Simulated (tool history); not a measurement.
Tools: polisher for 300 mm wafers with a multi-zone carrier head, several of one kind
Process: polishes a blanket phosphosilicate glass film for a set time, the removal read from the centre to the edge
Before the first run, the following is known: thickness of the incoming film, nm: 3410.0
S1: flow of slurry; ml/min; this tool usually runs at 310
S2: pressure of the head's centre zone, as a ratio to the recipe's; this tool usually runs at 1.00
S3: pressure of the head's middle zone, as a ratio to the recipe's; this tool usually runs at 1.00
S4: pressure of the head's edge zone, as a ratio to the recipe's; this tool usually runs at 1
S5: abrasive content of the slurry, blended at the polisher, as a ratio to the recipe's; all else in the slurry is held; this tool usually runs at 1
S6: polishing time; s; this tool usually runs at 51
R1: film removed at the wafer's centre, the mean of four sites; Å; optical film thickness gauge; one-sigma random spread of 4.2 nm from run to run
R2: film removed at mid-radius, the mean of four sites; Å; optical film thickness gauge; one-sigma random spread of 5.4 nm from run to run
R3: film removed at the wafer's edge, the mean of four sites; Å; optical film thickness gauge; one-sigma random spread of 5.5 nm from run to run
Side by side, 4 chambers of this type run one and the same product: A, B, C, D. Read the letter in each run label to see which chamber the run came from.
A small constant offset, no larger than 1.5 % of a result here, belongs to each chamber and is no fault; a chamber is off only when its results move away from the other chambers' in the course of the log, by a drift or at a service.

{"hour": 2.9, "done": "chamber C: worn pad replaced by a new one"}
{"hour": 4.5, "done": "chamber D: centre zone pressure recalibrated"}
{"run": "1B", "hour": 6.6, "S1": 310, "S2": 1.0, "S3": 1.0, "S4": 1, "S5": 1, "S6": 51, "R1": 4184.0, "R2": 4008.2, "R3": 4144.3}
{"hour": 7.9, "done": "chamber B: centre zone pressure recalibrated"}
{"run": "2A", "hour": 11.9, "S1": 310, "S2": 1.0, "S3": 1.0, "S4": 1, "S5": 1, "S6": 51, "R1": 4088.7, "R2": 4059.7, "R3": 4052.4}
{"run": "3D", "hour": 18.7, "S1": 310, "S2": 1.0, "S3": 1.0, "S4": 1, "S5": 1, "S6": 51, "R1": 4129.2, "R2": 4139.3, "R3": 4232.3}
{"run": "4C", "hour": 24.2, "S1": 310, "S2": 1.0, "S3": 1.0, "S4": 1, "S5": 1, "S6": 51, "R1": 4047.0, "R2": 4173.7, "R3": 4243.8}
{"hour": 31.2, "done": "chamber A: worn pad replaced by a new one"}
{"run": "5D", "hour": 31.4, "S1": 310, "S2": 1.0, "S3": 1.0, "S4": 1, "S5": 1, "S6": 51, "R1": 4111.4, "R2": 4119.1, "R3": 4123.5}
{"run": "6C", "hour": 36.3, "S1": 310, "S2": 1.0, "S3": 1.0, "S4": 1, "S5": 1, "S6": 51, "R1": 4107.0, "R2": 4103.7, "R3": 4118.2}
{"hour": 40.9, "done": "chamber B: worn pad replaced by a new one"}
{"run": "7B", "hour": 43.3, "S1": 310, "S2": 1.0, "S3": 1.0, "S4": 1, "S5": 1, "S6": 51, "R1": 4116.7, "R2": 4106.8, "R3": 4168.3}
{"hour": 45.0, "done": "chamber C: worn pad replaced by a new one"}
{"run": "8A", "hour": 48.8, "S1": 310, "S2": 1.0, "S3": 1.0, "S4": 1, "S5": 1, "S6": 51, "R1": 4039.8, "R2": 3958.0, "R3": 4005.6}
{"run": "9D", "hour": 56.9, "S1": 310, "S2": 1.0, "S3": 1.0, "S4": 1, "S5": 1, "S6": 51, "R1": 4010.8, "R2": 4060.3, "R3": 4103.4}
{"run": "10A", "hour": 61.6, "S1": 310, "S2": 1.0, "S3": 1.0, "S4": 1, "S5": 1, "S6": 51, "R1": 4019.2, "R2": 4057.4, "R3": 3992.0}
{"run": "11C", "hour": 68.6, "S1": 310, "S2": 1.0, "S3": 1.0, "S4": 1, "S5": 1, "S6": 51, "R1": 4118.4, "R2": 4217.8, "R3": 4219.9}
{"run": "12B", "hour": 73.4, "S1": 310, "S2": 1.0, "S3": 1.0, "S4": 1, "S5": 1, "S6": 51, "R1": 4083.8, "R2": 3968.7, "R3": 4031.0}
{"hour": 78.6, "done": "chamber C: centre zone pressure recalibrated"}
{"run": "13B", "hour": 80.7, "S1": 310, "S2": 1.0, "S3": 1.0, "S4": 1, "S5": 1, "S6": 51, "R1": 4100.6, "R2": 3994.3, "R3": 4103.8}
{"hour": 86.4, "done": "chamber D: worn pad replaced by a new one"}
{"run": "14D", "hour": 87.8, "S1": 310, "S2": 1.0, "S3": 1.0, "S4": 1, "S5": 1, "S6": 40, "R1": 3229.9, "R2": 3159.6, "R3": 3241.2}
{"hour": 88.3, "done": "chamber C: worn pad replaced by a new one"}
{"run": "15A", "hour": 92.0, "S1": 310, "S2": 1.0, "S3": 1.0, "S4": 1, "S5": 1, "S6": 40, "R1": 3229.3, "R2": 3122.1, "R3": 3180.2}
{"hour": 96.7, "done": "chamber B: worn pad replaced by a new one"}
{"run": "16C", "hour": 98.8, "S1": 310, "S2": 1.0, "S3": 1.0, "S4": 1, "S5": 1, "S6": 40, "R1": 3636.6, "R2": 3223.7, "R3": 3217.8}
{"hour": 102.9, "done": "chamber A: worn pad replaced by a new one"}
{"run": "17C", "hour": 105.4, "S1": 310, "S2": 1.0, "S3": 1.0, "S4": 1, "S5": 1, "S6": 40, "R1": 3627.0, "R2": 3250.0, "R3": 3223.5}
{"run": "18A", "hour": 111.4, "S1": 245, "S2": 1.0, "S3": 1.07, "S4": 1, "S5": 1, "S6": 51, "R1": 4031.7, "R2": 4234.7, "R3": 3998.3}
{"run": "19B", "hour": 119.6, "S1": 245, "S2": 1.0, "S3": 1.07, "S4": 1, "S5": 1, "S6": 51, "R1": 3993.3, "R2": 4264.8, "R3": 4136.0}
{"run": "20D", "hour": 127.3, "S1": 245, "S2": 1.0, "S3": 1.07, "S4": 1, "S5": 1, "S6": 51, "R1": 4025.6, "R2": 4263.4, "R3": 4029.0}
{"hour": 130.4, "done": "chamber C: worn pad replaced by a new one"}
{"run": "21D", "hour": 133.3, "S1": 245, "S2": 1.0, "S3": 1.07, "S4": 1, "S5": 1, "S6": 51, "R1": 3982.6, "R2": 4261.6, "R3": 4023.4}
{"run": "22C", "hour": 139.6, "S1": 310, "S2": 1.0, "S3": 1.0, "S4": 1, "S5": 1, "S6": 51, "R1": 4585.8, "R2": 4172.9, "R3": 4134.8}
{"hour": 140.2, "done": "chamber B: worn pad replaced by a new one"}
{"run": "23A", "hour": 144.6, "S1": 310, "S2": 1.0, "S3": 1.0, "S4": 1, "S5": 1, "S6": 51, "R1": 4021.7, "R2": 4134.0, "R3": 3987.4}
{"run": "24B", "hour": 148.2, "S1": 310, "S2": 1.0, "S3": 1.0, "S4": 1, "S5": 1, "S6": 51, "R1": 4138.1, "R2": 4093.8, "R3": 4044.5}
{"run": "25D", "hour": 154.9, "S1": 310, "S2": 1.0, "S3": 1.0, "S4": 1, "S5": 1, "S6": 51, "R1": 4137.6, "R2": 4022.6, "R3": 4233.5}
{"run": "26C", "hour": 161.9, "S1": 310, "S2": 1.0, "S3": 1.0, "S4": 1, "S5": 1, "S6": 51, "R1": 4577.8, "R2": 4097.5, "R3": 4161.8}
{"run": "27A", "hour": 167.0, "S1": 310, "S2": 1.0, "S3": 1.0, "S4": 1, "S5": 1, "S6": 51, "R1": 4030.0, "R2": 4080.6, "R3": 3944.4}
{"run": "28B", "hour": 172.6, "S1": 345, "S2": 1.09, "S3": 1.0, "S4": 1, "S5": 1, "S6": 51, "R1": 4566.0, "R2": 4049.5, "R3": 4092.5}

Has any chamber moved away from the others, gradually or after a service, or does the common gauge drift, or do the chambers differ only by their own small steady offsets? State the chamber and the most likely cause if one applies.

The work done on chamber C during a service left it standing apart from the others.
Likeliest cause: centre zone's pressure above its setpoint, % = 11.

Below are 4 candidate recipes for chamber C's next run, each the usual settings with a change, their results shown as question marks. Which of them brings C's results back in line with what the other chambers give on the usual settings?
To be in line, a result may differ from the other chambers' mean on the usual settings by at most: R1 150.0 Å; R2 190.0 Å; R3 190.0 Å
{"run": "29C-1", "hour": 178.5, "S1": 315, "S2": 1.03, "S3": 0.99, "S4": 0.99, "S5": 1, "S6": 52, "R1": "?", "R2": "?", "R3": "?"}
{"run": "29C-2", "hour": 178.5, "S1": 315, "S2": 1.08, "S3": 0.98, "S4": 0.97, "S5": 1, "S6": 52, "R1": "?", "R2": "?", "R3": "?"}
{"run": "29C-3", "hour": 178.5, "S1": 305, "S2": 0.92, "S3": 1.02, "S4": 1.03, "S5": 1, "S6": 50, "R1": "?", "R2": "?", "R3": "?"}
{"run": "29C-4", "hour": 178.5, "S1": 310, "S2": 0.97, "S3": 1.0, "S4": 1.01, "S5": 1, "S6": 50, "R1": "?", "R2": "?", "R3": "?"}

The mean the other chambers reach with the usual settings: R1 4100.0 Å; R2 4077.5 Å; R3 4097.3 Å
run=29C-1 R1=4851.7 R2=4171.7 R3=4228.4
run=29C-2 R1=5105.3 R2=4131.3 R3=4184.6
run=29C-3 R1=4114.7 R2=4114.3 R3=4139.5
run=29C-4 R1=4365.0 R2=4044.2 R3=4103.1
The right change is 29C-3: it brings the chamber back within the allowed miss of the others.
